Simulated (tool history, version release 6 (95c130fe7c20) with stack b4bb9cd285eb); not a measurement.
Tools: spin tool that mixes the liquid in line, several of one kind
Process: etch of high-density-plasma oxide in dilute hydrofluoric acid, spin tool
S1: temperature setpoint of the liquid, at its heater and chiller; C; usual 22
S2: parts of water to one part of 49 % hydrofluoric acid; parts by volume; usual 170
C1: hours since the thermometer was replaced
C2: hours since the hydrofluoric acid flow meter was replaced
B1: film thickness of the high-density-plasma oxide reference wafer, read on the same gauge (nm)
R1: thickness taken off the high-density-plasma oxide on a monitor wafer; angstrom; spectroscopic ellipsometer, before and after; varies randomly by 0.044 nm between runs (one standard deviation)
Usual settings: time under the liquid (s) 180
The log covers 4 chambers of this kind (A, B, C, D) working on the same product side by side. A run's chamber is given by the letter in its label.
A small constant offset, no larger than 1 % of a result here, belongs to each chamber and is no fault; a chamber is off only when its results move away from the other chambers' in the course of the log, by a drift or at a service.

run 1A hour=4.9 | S1=22 S2=170 time_under_the_liquid_(s)=180 | C1=662.8 C2=569.7 | B1=90.015 | R1=55.072
run 2B hour=11.5 | S1=22 S2=170 time_under_the_liquid_(s)=180 | C1=123 C2=523.4 | B1=89.979 | R1=55.605
-- hour=12.3 chamber B: hydrofluoric acid flow meter replaced
run 3D hour=17.8 | S1=22 S2=170 time_under_the_liquid_(s)=180 | C1=607.2 C2=1036.3 | B1=89.961 | R1=55.771
run 4C hour=23.3 | S1=22 S2=170 time_under_the_liquid_(s)=180 | C1=730.2 C2=447.2 | B1=89.984 | R1=55.966
run 5A hour=33.1 | S1=22 S2=170 time_under_the_liquid_(s)=180 | C1=691 C2=597.9 | B1=90.003 | R1=55.179
run 6D hour=40.8 | S1=22 S2=170 time_under_the_liquid_(s)=180 | C1=630.2 C2=1059.3 | B1=90.012 | R1=56.18
run 7B hour=50.1 | S1=22 S2=170 time_under_the_liquid_(s)=180 | C1=161.6 C2=37.8 | B1=89.972 | R1=55.078
run 8C hour=58.5 | S1=22 S2=105 time_under_the_liquid_(s)=120 | C1=765.4 C2=482.4 | B1=90.012 | R1=63.765
run 9D hour=64.2 | S1=22 S2=105 time_under_the_liquid_(s)=120 | C1=653.6 C2=1082.7 | B1=89.975 | R1=65.216
run 10A hour=71.5 | S1=22 S2=105 time_under_the_liquid_(s)=120 | C1=729.4 C2=636.3 | B1=89.996 | R1=63.371
run 11B hour=77.1 | S1=22 S2=105 time_under_the_liquid_(s)=120 | C1=188.6 C2=64.8 | B1=90.01 | R1=62.614
run 12C hour=83.7 | S1=22 S2=170 time_under_the_liquid_(s)=180 | C1=790.6 C2=507.6 | B1=89.991 | R1=56.053
run 13C hour=93.5 | S1=22 S2=170 time_under_the_liquid_(s)=180 | C1=800.4 C2=517.4 | B1=90.029 | R1=55.667
run 14B hour=101.3 | S1=22 S2=170 time_under_the_liquid_(s)=180 | C1=212.8 C2=89 | B1=90 | R1=54.959
run 15D hour=108.5 | S1=22 S2=170 time_under_the_liquid_(s)=180 | C1=697.9 C2=1127 | B1=89.957 | R1=56.289
run 16A hour=116.6 | S1=22 S2=170 time_under_the_liquid_(s)=180 | C1=774.5 C2=681.4 | B1=89.991 | R1=55.245
run 17D hour=123.4 | S1=22 S2=170 time_under_the_liquid_(s)=180 | C1=712.8 C2=1141.9 | B1=89.978 | R1=56.974
run 18C hour=128.1 | S1=22 S2=170 time_under_the_liquid_(s)=180 | C1=835 C2=552 | B1=89.981 | R1=56.189
run 19B hour=133.3 | S1=22 S2=170 time_under_the_liquid_(s)=180 | C1=244.8 C2=121 | B1=90.016 | R1=53.946
run 20A hour=138.3 | S1=22 S2=170 time_under_the_liquid_(s)=180 | C1=796.2 C2=703.1 | B1=89.979 | R1=54.957
run 21D hour=147.3 | S1=22 S2=170 time_under_the_liquid_(s)=180 | C1=736.7 C2=1165.8 | B1=90.006 | R1=57.814
run 22B hour=153.4 | S1=22 S2=170 time_under_the_liquid_(s)=85 | C1=264.9 C2=141.1 | B1=89.98 | R1=26.08
-- hour=162 chamber D: thermometer replaced
run 23A hour=163.1 | S1=22 S2=170 time_under_the_liquid_(s)=85 | C1=821 C2=727.9 | B1=90.004 | R1=25.897
run 24C hour=169.6 | S1=22 S2=170 time_under_the_liquid_(s)=85 | C1=876.5 C2=593.5 | B1=90.008 | R1=26.166
run 25A hour=177.6 | S1=22 S2=170 time_under_the_liquid_(s)=85 | C1=835.5 C2=742.4 | B1=90.005 | R1=26.224
run 26C hour=187.8 | S1=22 S2=170 time_under_the_liquid_(s)=180 | C1=894.7 C2=611.7 | B1=90.026 | R1=55.864
run 27D hour=196.2 | S1=22 S2=170 time_under_the_liquid_(s)=180 | C1=34.3 C2=1214.7 | B1=89.995 | R1=57.867
run 28B hour=204.4 | S1=22 S2=170 time_under_the_liquid_(s)=180 | C1=315.9 C2=192.1 | B1=89.984 | R1=54.992
run 29D hour=213.9 | S1=22 S2=170 time_under_the_liquid_(s)=180 | C1=52 C2=1232.4 | B1=90.002 | R1=59.089

Next, every chamber runs the same settings. What will each give?
run 30A hour=221.3 | S1=22 S2=170 time_under_the_liquid_(s)=105 | R1=?
run 30B hour=221.3 | S1=22 S2=170 time_under_the_liquid_(s)=105 | R1=?
run 30C hour=221.3 | S1=22 S2=170 time_under_the_liquid_(s)=105 | R1=?
run 30D hour=221.3 | S1=22 S2=170 time_under_the_liquid_(s)=105 | R1=?

run=30A R1=32.037
run=30B R1=32.148
run=30C R1=32.042
run=30D R1=34.057
